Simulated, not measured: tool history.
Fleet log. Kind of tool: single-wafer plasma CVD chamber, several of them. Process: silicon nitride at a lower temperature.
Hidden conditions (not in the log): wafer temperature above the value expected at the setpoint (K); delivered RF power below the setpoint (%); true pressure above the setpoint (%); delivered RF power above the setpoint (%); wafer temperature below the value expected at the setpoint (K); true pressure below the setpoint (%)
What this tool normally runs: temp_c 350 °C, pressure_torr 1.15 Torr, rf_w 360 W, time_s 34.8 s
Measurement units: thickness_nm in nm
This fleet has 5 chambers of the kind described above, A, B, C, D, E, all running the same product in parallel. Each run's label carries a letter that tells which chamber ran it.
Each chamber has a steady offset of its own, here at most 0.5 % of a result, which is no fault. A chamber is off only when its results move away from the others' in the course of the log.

run   hour  temp_c  pressure_torr  rf_w  time_s  hours since the last thermocouple change  hours since the last RF generator calibration  hours since the last manometer calibration  read-back reference wafer on the same gauge, thickness_nm  thickness_nm
 1A   16.2     350           1.15   360    34.8                                     411.5                                          251.7                                      1932.3                                                     42.673        41.913
 2E   30.8     350           1.15   360    34.8                                    1074.6                                         1394.3                                      2029.8                                                     42.688        41.918
 3B   39.3     350           1.15   360    34.8                                     480.8                                          253.8                                       903.1                                                     42.691        41.989
 4D   47.7     350           1.15   360    34.8                                     505.3                                          311.2                                      3150.8                                                     42.686        41.892
 5C   56.4     350           1.15   360    34.8                                    1244.5                                          740.8                                        1954                                                     42.699         41.72
 6C   72.3     350           1.15   325    34.8                                    1260.4                                          756.7                                      1969.9                                                     42.719        39.053
 7E   80.6     350           1.15   325    34.8                                    1124.4                                         1444.1                                      2079.6                                                     42.721        39.075
 8A     89     350           1.15   325    34.8                                     484.3                                          324.5                                      2005.1                                                      42.67        39.178
 9B   99.7     350           1.15   325    34.8                                     541.2                                          314.2                                       963.5                                                     42.697         39.59
10D  110.4     350           1.15   325    34.8                                       568                                          373.9                                      3213.5                                                       42.7        39.091
     118.6  -- chamber C: thermocouple changed; heater temperature recalibrated
11E    123     350           1.15   360    34.8                                    1166.8                                         1486.5                                        2122                                                     42.707        41.686
     123.2  -- chamber D: capacitance manometer re-zeroed and calibrated
12C  135.5     364           1.15   360    34.8                                      16.9                                          819.9                                      2033.1                                                      42.72        41.668
13B  150.1     364           1.15   360    34.8                                     591.6                                          364.6                                      1013.9                                                     42.695        41.973
14A  164.6     364           1.15   360    34.8                                     559.9                                          400.1                                      2080.7                                                     42.697        41.665
15D  174.2     364           1.15   360    34.8                                     631.8                                          437.7                                        51.1                                                     42.693        41.836
     188.4  -- chamber C: capacitance manometer re-zeroed and calibrated
16A  190.2     364           1.15   360    34.8                                     585.5                                          425.7                                      2106.3                                                     42.698        42.005
17C  200.5     350           1.15   360    34.8                                      81.9                                          884.9                                        12.2                                                     42.738         41.67
18D  210.2     350           1.15   360    34.8                                     667.8                                          473.7                                        87.1                                                     42.701        41.861
19B  219.1     350           1.15   360    34.8                                     660.6                                          433.6                                      1082.9                                                     42.706        42.245
     219.6  -- chamber E: RF generator calibrated
     221.4  -- chamber E: capacitance manometer re-zeroed and calibrated
20E  229.5     350           1.15   360    34.8                                    1273.3                                            9.9                                         8.1                                                     42.692        40.868
21D  238.2     350           1.15   360    34.8                                     695.8                                          501.7                                       115.1                                                     42.723        41.964
22C    254     364           1.15   360    34.8                                     135.4                                          938.4                                        65.7                                                     42.732        41.607
23E  265.9     364           1.15   360    34.8                                    1309.7                                           46.3                                        44.5                                                      42.68        40.524
24B  276.9     364           1.15   360    34.8                                     718.4                                          491.4                                      1140.7                                                     42.678        41.981
25A  288.6     364           1.15   360    34.8                                     683.9                                          524.1                                      2204.7                                                     42.706        41.768
26B  296.1     364           1.15   360    34.8                                     737.6                                          510.6                                      1159.9                                                     42.705        42.084
27E  308.2     350           1.15   360    34.8                                      1352                                           88.6                                        86.8                                                     42.719        40.939
28A    317     350           1.15   360    34.8                                     712.3                                          552.5                                      2233.1                                                     42.659        41.936
29C  330.2     350           1.15   360    34.8                                     211.6                                         1014.6                                       141.9                                                     42.705        41.659
30D  342.8     350           1.15   360    34.8                                     800.4                                          606.3                                       219.7                                                     42.705        41.978
31B  358.9     350           1.15   360    34.8                                     800.4                                          573.4                                      1222.7                                                     42.704        42.123
32D  367.1     350           1.15   360    34.8                                     824.7                                          630.6                                         244                                                      42.69        41.724
     378.5  -- chamber E: thermocouple changed; heater temperature recalibrated
33E  380.1     350           1.15   360    34.8                                       1.6                                          160.5                                       158.7                                                     42.688        40.689
34A    390     350           1.15   360    34.8                                     785.3                                          625.5                                      2306.1                                                     42.676        41.975
35C  397.2     350           1.15   360    34.8                                     278.6                                         1081.6                                       208.9                                                     42.687         41.61
36A    405     350           1.15   360    34.8                                     800.3                                          640.5                                      2321.1                                                     42.669        41.832
37C  413.9     350           0.99   295    34.8                                     295.3                                         1098.3                                       225.6                                                     42.686        35.184
38B  423.3     350           0.99   295    34.8                                     864.8                                          637.8                                      1287.1                                                     42.701        35.438
39D  438.6     350           0.99   295    34.8                                     896.2                                          702.1                                       315.5                                                     42.712        35.137
40E  454.7     350           0.99   295    34.8                                      76.2                                          235.1                                       233.3                                                     42.696        34.006
41C  464.9     350           0.99   295    34.8                                     346.3                                         1149.3                                       276.6                                                     42.681        34.977
42B  475.7     350           1.15   360    34.8                                     917.2                                          690.2                                      1339.5                                                     42.722        42.162
     480.5  -- chamber D: thermocouple changed; heater temperature recalibrated
43D  491.9     350           1.15   360    34.8                                      11.4                                          755.4                                       368.8                                                     42.698        41.934
44A  504.9     350           1.15   360    34.8                                     900.2                                          740.4                                        2421                                                     42.694        41.934

Next, all 5 chambers run the settings below, one line each with question marks for the results. What does each chamber give?
45A  516.6     350           1.15   360    34.8                                                                                                                                                                                                             ?
45B  516.6     350           1.15   360    34.8                                                                                                                                                                                                             ?
45C  516.6     350           1.15   360    34.8                                                                                                                                                                                                             ?
45D  516.6     350           1.15   360    34.8                                                                                                                                                                                                             ?
45E  516.6     350           1.15   360    34.8                                                                                                                                                                                                             ?

run  thickness_nm
45A        41.924
45B        42.374
45C        41.982
45D        41.725
45E        40.817
